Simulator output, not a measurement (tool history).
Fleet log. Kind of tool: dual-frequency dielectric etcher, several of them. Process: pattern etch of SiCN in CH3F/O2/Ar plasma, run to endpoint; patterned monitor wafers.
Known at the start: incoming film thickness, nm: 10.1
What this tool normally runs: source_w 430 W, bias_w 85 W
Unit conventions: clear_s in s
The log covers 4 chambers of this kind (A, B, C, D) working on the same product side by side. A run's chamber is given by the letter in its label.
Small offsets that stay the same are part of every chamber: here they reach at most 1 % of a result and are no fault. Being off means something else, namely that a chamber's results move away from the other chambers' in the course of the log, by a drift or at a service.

run	hour	source_w	bias_w	clear_s
# hour 2.2: chamber D: source power generator calibrated
1D	3.7	430	85	24.97
2C	8.8	430	85	24.62
3B	12.2	430	85	24.732
4A	15.6	430	85	24.592
5C	20.9	430	85	24.774
6B	23.5	430	85	24.893
7D	28.5	430	76	25.866
8A	33.2	430	76	25.509
9A	36.8	430	76	25.545
10C	42.2	430	76	25.935
# hour 44.7: chamber C: wet clean of the chamber
11B	48.1	430	85	24.883
12D	53.7	430	85	25.123
13D	59.5	430	85	24.697
14A	64.8	430	85	24.83
15B	69.5	510	104	21.699
16C	74.2	510	104	21.337
17B	77.8	510	104	21.702
18D	82.6	510	104	21.708
19C	86.1	430	85	24.533
20A	90.1	430	85	24.74
21A	95	430	85	24.4
22B	98.4	430	85	24.518
23C	102.3	430	85	24.548
24D	105.7	430	85	24.869
25C	108.4	430	85	24.671
26A	112.6	430	85	24.814
27D	115.1	430	85	25.144
28B	120	430	77	25.708
29A	122.8	430	77	25.237
30D	126.1	430	77	25.73
31C	131.3	430	77	25.46
32B	136.7	380	74	27.466
33C	142.2	380	74	26.98
34D	146.9	380	74	27.63
35B	150.6	380	74	27.334

The same settings go to every chamber for the next run, one line per chamber below. Forecast the results for each:
36A	154.9	430	92	?
36B	154.9	430	92	?
36C	154.9	430	92	?
36D	154.9	430	92	?

run	clear_s
36A	24.051
36B	24.053
36C	23.765
36D	24.285
